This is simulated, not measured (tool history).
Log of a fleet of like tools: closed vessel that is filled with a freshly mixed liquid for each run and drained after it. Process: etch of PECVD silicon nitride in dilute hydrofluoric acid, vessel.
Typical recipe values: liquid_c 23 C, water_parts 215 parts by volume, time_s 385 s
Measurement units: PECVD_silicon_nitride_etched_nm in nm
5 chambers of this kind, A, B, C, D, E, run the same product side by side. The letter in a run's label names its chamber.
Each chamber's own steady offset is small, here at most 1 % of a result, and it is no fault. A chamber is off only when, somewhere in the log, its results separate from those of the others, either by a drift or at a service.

| run | day | liquid_c | water_parts | time_s | read-back film thickness of the PECVD silicon nitride reference wafer, read on the same gauge (nm) | PECVD_silicon_nitride_etched_nm |
|---|---|---|---|---|---|---|
| 1A | 0.529 | 23 | 215 | 385 | 80.009 | 9.5088 |
| 2B | 0.808 | 23 | 215 | 385 | 79.999 | 9.7125 |
| 3C | 1.229 | 23 | 215 | 385 | 80.003 | 9.6675 |
| 4E | 1.692 | 23 | 215 | 385 | 79.985 | 9.5958 |
| 5D | 1.979 | 23 | 215 | 385 | 80.001 | 9.5971 |
|  | 2.217 | chamber A: hydrofluoric acid flow meter replaced |
| 6C | 2.292 | 23 | 215 | 385 | 80.001 | 9.6477 |
| 7D | 2.758 | 23 | 215 | 385 | 79.987 | 9.5787 |
| 8E | 3.112 | 23 | 215 | 385 | 79.985 | 9.6353 |
| 9A | 3.533 | 20 | 215 | 215 | 80.021 | 4.3652 |
| 10B | 4.017 | 20 | 215 | 215 | 80.004 | 4.4071 |
| 11B | 4.483 | 20 | 215 | 215 | 79.989 | 4.4013 |
| 12D | 4.792 | 20 | 215 | 215 | 79.995 | 4.4555 |
| 13E | 5.242 | 20 | 215 | 215 | 80.008 | 4.4312 |
| 14A | 5.842 | 23 | 215 | 385 | 79.992 | 9.5415 |
| 15C | 6.196 | 23 | 175 | 565 | 80.006 | 17.3030 |
| 16B | 6.742 | 23 | 175 | 565 | 80.014 | 17.3440 |
|  | 7.112 | chamber D: hydrofluoric acid flow meter replaced |
| 17C | 7.342 | 23 | 175 | 565 | 79.999 | 17.2040 |
| 18A | 7.938 | 23 | 175 | 565 | 80.001 | 17.1760 |
| 19E | 8.458 | 23 | 175 | 565 | 79.997 | 16.9680 |
| 20D | 8.888 | 20 | 215 | 280 | 80.032 | 5.7652 |
|  | 8.917 | chamber A: thermometer replaced |
| 21E | 9.238 | 20 | 215 | 280 | 79.997 | 5.6575 |
| 22A | 9.538 | 20 | 215 | 280 | 80.018 | 5.7007 |
| 23B | 9.854 | 20 | 215 | 280 | 79.969 | 5.7364 |
| 24D | 10.329 | 20 | 215 | 280 | 80.005 | 5.6959 |
| 25C | 10.612 | 23 | 215 | 385 | 79.983 | 9.6281 |
| 26C | 10.946 | 23 | 215 | 385 | 79.997 | 9.5771 |
| 27B | 11.342 | 23 | 215 | 385 | 80.007 | 9.6879 |
| 28D | 11.671 | 23 | 215 | 385 | 79.990 | 9.6444 |
| 29A | 12.242 | 23 | 260 | 385 | 80.030 | 7.8889 |
| 30E | 12.629 | 23 | 260 | 385 | 80.034 | 7.7906 |
| 31A | 13.054 | 23 | 260 | 385 | 80.013 | 7.8666 |
| 32C | 13.383 | 23 | 260 | 385 | 80.004 | 7.9895 |
| 33D | 13.838 | 23 | 260 | 385 | 79.976 | 7.9340 |
|  | 14.092 | chamber E: thermometer replaced |
| 34E | 14.229 | 23 | 215 | 385 | 79.994 | 9.3682 |
| 35B | 14.633 | 23 | 215 | 385 | 79.991 | 9.6171 |
| 36E | 14.992 | 23 | 215 | 385 | 79.989 | 9.2643 |

Is one chamber out of step, is the gauge drifting, or do the chambers differ by no more than their own small offsets? For an off chamber, give its letter and the likeliest cause.

It is chamber E that slowly wanders off from its peers.
What lies behind it: hydrofluoric acid flow below the setpoint (%) = 3.99.

Which of the 4 candidates below, each the usual settings with something changed and its results left as question marks, puts chamber E back in line with what the other chambers give on the usual settings?
Maximum distance from the other chambers' mean on the usual settings for a result to count as in line: PECVD_silicon_nitride_etched_nm 0.1300 nm
| 37E-1 | 15.421 | 23 | 215 | 380 |  | ? |
| 37E-2 | 15.421 | 23 | 220 | 380 |  | ? |
| 37E-3 | 15.421 | 23 | 215 | 390 |  | ? |
| 37E-4 | 15.421 | 23 | 215 | 400 |  | ? |

The mean the other chambers reach with the usual settings: PECVD_silicon_nitride_etched_nm 9.5877 nm
| run | PECVD_silicon_nitride_etched_nm |
|---|---|
| 37E-1 | 9.1478 |
| 37E-2 | 8.9441 |
| 37E-3 | 9.3886 |
| 37E-4 | 9.6293 |
It is 37E-4 that realigns the chamber with its peers.
